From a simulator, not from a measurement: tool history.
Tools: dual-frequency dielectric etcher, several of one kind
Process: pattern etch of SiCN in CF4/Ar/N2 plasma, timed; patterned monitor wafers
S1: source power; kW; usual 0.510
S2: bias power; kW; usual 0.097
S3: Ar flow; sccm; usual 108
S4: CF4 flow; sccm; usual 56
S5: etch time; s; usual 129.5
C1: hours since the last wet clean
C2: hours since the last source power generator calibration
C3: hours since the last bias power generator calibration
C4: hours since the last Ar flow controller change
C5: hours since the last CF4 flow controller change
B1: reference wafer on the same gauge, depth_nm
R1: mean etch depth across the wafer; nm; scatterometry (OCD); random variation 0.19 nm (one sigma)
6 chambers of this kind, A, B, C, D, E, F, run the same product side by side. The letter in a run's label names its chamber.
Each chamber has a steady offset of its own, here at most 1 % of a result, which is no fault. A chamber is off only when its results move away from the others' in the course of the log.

run	hour	S1	S2	S3	S4	S5	C1	C2	C3	C4	C5	B1	R1
1C	4.6	0.510	0.097	108	56	129.5	181.4	729.4	1284.1	1552.2	3577.5	114.96	132.08
# hour 6.9: chamber E: bias power generator calibrated
2D	9.8	0.510	0.097	108	56	129.5	12.5	1119.9	753.1	2739.0	236.9	114.96	131.92
3F	14.0	0.510	0.097	108	56	129.5	210.5	162.3	1230.8	1651.5	6258.6	114.94	131.82
4B	18.5	0.510	0.097	108	56	129.5	463.2	1834.7	1152.5	2974.0	2125.8	114.93	133.14
5E	22.5	0.510	0.097	108	56	129.5	366.4	869.2	15.6	1263.3	1202.1	114.96	133.43
6A	28.4	0.510	0.097	108	56	129.5	101.9	3302.5	730.9	302.4	4061.8	114.93	132.04
7B	33.2	0.510	0.097	108	56	103.5	477.9	1849.4	1167.2	2988.7	2140.5	114.90	106.04
8D	37.6	0.510	0.097	108	56	103.5	40.3	1147.7	780.9	2766.8	264.7	114.85	105.25
# hour 40.5: chamber B: wet clean of the chamber
9C	43.9	0.510	0.097	108	56	103.5	220.7	768.7	1323.4	1591.5	3616.8	114.84	105.37
10F	49.2	0.510	0.097	108	56	103.5	245.7	197.5	1266.0	1686.7	6293.8	114.85	105.28
11E	52.5	0.510	0.097	108	56	103.5	396.4	899.2	45.6	1293.3	1232.1	114.79	106.60
12A	56.3	0.510	0.097	108	56	103.5	129.8	3330.4	758.8	330.3	4089.7	114.77	105.50
13A	59.9	0.510	0.097	108	56	129.5	133.4	3334.0	762.4	333.9	4093.3	114.78	131.80
14F	62.8	0.510	0.097	124	65	129.5	259.3	211.1	1279.6	1700.3	6307.4	114.80	131.69
15E	66.3	0.510	0.097	124	65	129.5	410.2	913.0	59.4	1307.1	1245.9	114.77	133.37
16B	71.0	0.510	0.097	124	65	129.5	30.5	1887.2	1205.0	3026.5	2178.3	114.74	132.86
17D	74.0	0.510	0.097	124	65	129.5	76.7	1184.1	817.3	2803.2	301.1	114.72	131.89
18C	77.0	0.510	0.097	124	65	129.5	253.8	801.8	1356.5	1624.6	3649.9	114.77	131.74
19B	81.0	0.510	0.097	124	65	129.5	40.5	1897.2	1215.0	3036.5	2188.3	114.71	132.84
20C	83.9	0.510	0.097	108	56	129.5	260.7	808.7	1363.4	1631.5	3656.8	114.70	131.44
21D	88.8	0.510	0.097	108	43	157.0	91.5	1198.9	832.1	2818.0	315.9	114.68	153.43
22E	92.2	0.510	0.097	108	43	157.0	436.1	938.9	85.3	1333.0	1271.8	114.67	155.91
23A	97.0	0.510	0.097	108	43	157.0	170.5	3371.1	799.5	371.0	4130.4	114.67	153.86
24F	99.9	0.510	0.097	108	43	157.0	296.4	248.2	1316.7	1737.4	6344.5	114.64	152.85
# hour 105.5: chamber E: wet clean of the chamber
25B	106.0	0.510	0.097	108	43	157.0	65.5	1922.2	1240.0	3061.5	2213.3	114.62	154.42
26D	110.1	0.510	0.097	108	43	157.0	112.8	1220.2	853.4	2839.3	337.2	114.64	153.48
27E	112.9	0.510	0.097	108	56	129.5	7.5	959.6	106.0	1353.7	1292.5	114.60	133.13
28A	118.8	0.510	0.097	108	56	129.5	192.3	3392.9	821.3	392.8	4152.2	114.55	131.57
29F	124.7	0.510	0.097	108	56	129.5	321.2	273.0	1341.5	1762.2	6369.3	114.59	131.46
30C	128.3	0.510	0.097	108	56	129.5	305.1	853.1	1407.8	1675.9	3701.2	114.54	131.55
31B	134.0	0.510	0.097	108	56	129.5	93.5	1950.2	1268.0	3089.5	2241.3	114.54	131.98
32D	140.2	0.510	0.097	108	56	129.5	142.9	1250.3	883.5	2869.4	367.3	114.49	131.44
33C	144.7	0.510	0.097	108	56	129.5	321.5	869.5	1424.2	1692.3	3717.6	114.50	131.40
34E	151.0	0.510	0.097	108	56	129.5	45.6	997.7	144.1	1391.8	1330.6	114.46	132.97
35A	154.7	0.510	0.097	108	56	129.5	228.2	3428.8	857.2	428.7	4188.1	114.45	131.62
36F	159.4	0.410	0.097	108	56	129.5	355.9	307.7	1376.2	1796.9	6404.0	114.42	108.76
37E	164.9	0.410	0.097	108	56	129.5	59.5	1011.6	158.0	1405.7	1344.5	114.42	110.31
38C	169.7	0.410	0.097	108	56	129.5	346.5	894.5	1449.2	1717.3	3742.6	114.40	108.54
39B	173.3	0.410	0.097	108	56	129.5	132.8	1989.5	1307.3	3128.8	2280.6	114.40	109.22
40A	179.4	0.410	0.097	108	56	129.5	252.9	3453.5	881.9	453.4	4212.8	114.35	109.07
41F	182.5	0.410	0.097	108	56	129.5	379.0	330.8	1399.3	1820.0	6427.1	114.38	108.92
42D	185.4	0.510	0.097	108	56	129.5	188.1	1295.5	928.7	2914.6	412.5	114.36	130.92

All 6 chambers run these settings next. Forecast each chamber's results:
43A	190.0	0.510	0.097	108	56	129.5							?
43B	190.0	0.510	0.097	108	56	129.5							?
43C	190.0	0.510	0.097	108	56	129.5							?
43D	190.0	0.510	0.097	108	56	129.5							?
43E	190.0	0.510	0.097	108	56	129.5							?
43F	190.0	0.510	0.097	108	56	129.5							?

run	R1
43A	131.33
43B	132.32
43C	131.49
43D	131.14
43E	132.81
43F	131.09
